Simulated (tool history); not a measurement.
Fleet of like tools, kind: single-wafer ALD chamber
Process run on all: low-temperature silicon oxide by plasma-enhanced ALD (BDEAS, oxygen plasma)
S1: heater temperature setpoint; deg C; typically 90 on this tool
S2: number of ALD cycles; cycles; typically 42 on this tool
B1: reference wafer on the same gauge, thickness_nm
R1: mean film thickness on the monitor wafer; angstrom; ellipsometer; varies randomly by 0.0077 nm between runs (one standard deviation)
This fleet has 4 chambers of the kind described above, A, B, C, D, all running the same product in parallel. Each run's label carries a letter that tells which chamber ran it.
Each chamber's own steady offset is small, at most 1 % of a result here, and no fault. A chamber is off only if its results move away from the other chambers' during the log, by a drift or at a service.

run	day	S1	S2	B1	R1
1A	0.517	90	42	5.9995	62.262
2B	0.842	90	42	6.0016	62.356
3D	1.217	90	42	6.0023	61.928
4C	1.504	90	42	6.0034	62.366
5D	1.925	90	42	6.0028	61.908
6C	2.488	90	42	6.0053	62.352
7B	2.992	90	42	6.0075	62.436
8A	3.354	100	34	6.0097	48.689
9D	3.875	100	34	6.0074	48.493
10C	4.192	100	34	6.0104	48.717
11B	4.704	100	34	6.0117	48.785
12A	5.271	90	42	6.014	62.343
13D	5.733	90	42	6.0134	62.085
14C	6.162	78	49	6.014	76.076
15B	6.65	78	49	6.0146	75.821
16A	7.033	78	49	6.0153	75.774
17C	7.638	78	49	6.019	76.006
18A	8.154	90	42	6.0181	62.329
19D	8.667	90	42	6.0231	61.994
20B	9.25	90	42	6.0219	62.444
21B	9.621	90	42	6.0221	62.566
22D	9.988	90	42	6.0225	62.198
23C	10.262	90	42	6.0233	62.688
24A	10.808	90	42	6.0227	62.648
25A	11.421	90	42	6.0272	62.556
26C	11.775	90	42	6.0287	62.501
27B	12.096	90	42	6.0287	62.606
28D	12.467	90	42	6.0303	62.327

Is one chamber off against the others, does the gauge drift, or is nothing wrong? If a chamber is off, say which, and what the likeliest cause is.

Gauge drift. The chambers move together only on paper, and none stands off.
Most likely cause: gauge reads high (%) = 0.514.
